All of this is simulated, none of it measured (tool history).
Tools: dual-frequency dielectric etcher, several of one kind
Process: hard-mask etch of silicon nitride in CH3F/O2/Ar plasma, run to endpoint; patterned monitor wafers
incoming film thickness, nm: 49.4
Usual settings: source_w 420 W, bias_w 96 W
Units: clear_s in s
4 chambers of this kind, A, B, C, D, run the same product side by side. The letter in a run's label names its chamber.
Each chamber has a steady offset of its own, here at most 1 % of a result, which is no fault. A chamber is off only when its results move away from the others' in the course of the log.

run	day	source_w	bias_w	hours since the last wet clean	hours since the last source power generator calibration	hours since the last bias power generator calibration	clear_s
1B	0.362	420	96	300.5	677.3	2308.8	63.643
2A	0.683	420	96	367.8	438.0	466.0	63.556
3C	1.071	420	96	36.1	2119.9	508.8	63.075
4D	1.442	420	96	453.0	1348.5	476.1	62.611
5C	1.696	450	87	51.1	2134.9	523.8	63.500
6A	2.004	450	87	399.5	469.7	497.7	64.599
7D	2.392	450	87	475.8	1371.3	498.9	62.954
8B	2.783	450	87	358.6	735.4	2366.9	64.304
9B	2.992	420	96	363.6	740.4	2371.9	63.445
10D	3.300	420	96	497.6	1393.1	520.7	62.305
11A	3.671	420	96	439.5	509.7	537.7	63.476
12C	3.979	420	96	105.9	2189.7	578.6	63.225
13D	4.154	350	87	518.1	1413.6	541.2	68.747
14B	4.521	350	87	400.3	777.1	2408.6	70.681
15A	4.808	350	87	466.8	537.0	565.0	70.508
# day 5.021: chamber A: wet clean of the chamber
16C	5.058	350	87	131.8	2215.6	604.5	70.110
17C	5.446	420	96	141.1	2224.9	613.8	63.358
18B	5.788	450	106	430.7	807.5	2439.0	60.355
# day 5.792: chamber B: wet clean of the chamber
19D	6.042	450	106	563.4	1458.9	586.5	57.935
20A	6.258	450	106	29.7	571.8	599.8	59.584
21A	6.546	450	106	36.6	578.7	606.7	59.836
22B	6.771	420	96	23.5	831.1	2462.6	63.766
23D	7.104	420	96	588.9	1484.4	612.0	60.711
24C	7.367	420	96	187.2	2271.0	659.9	63.044

What goes on in this fleet: one chamber off, a drifting gauge, or nothing beyond the chambers' own small offsets? Name the chamber and the cause, if any.

Chamber D drifts away from the others.
Cause: etch rate over this chamber's usual, % = 4.01.

Here are 4 candidates for chamber D's next run, each the usual settings with a change, their results left as question marks. Which one brings its results back in line with what the others give on the usual settings?
In line means no further than this from the other chambers' mean on the usual settings: clear_s 0.940 s
25D-1	7.658	420	91				?
25D-2	7.658	390	90				?
25D-3	7.658	440	96				?
25D-4	7.658	420	108				?

The other chambers' mean on the usual settings: clear_s 63.417 s
run	clear_s
25D-1	61.777
25D-2	63.746
25D-3	59.549
25D-4	57.983
25D-2 brings the chamber back in line.
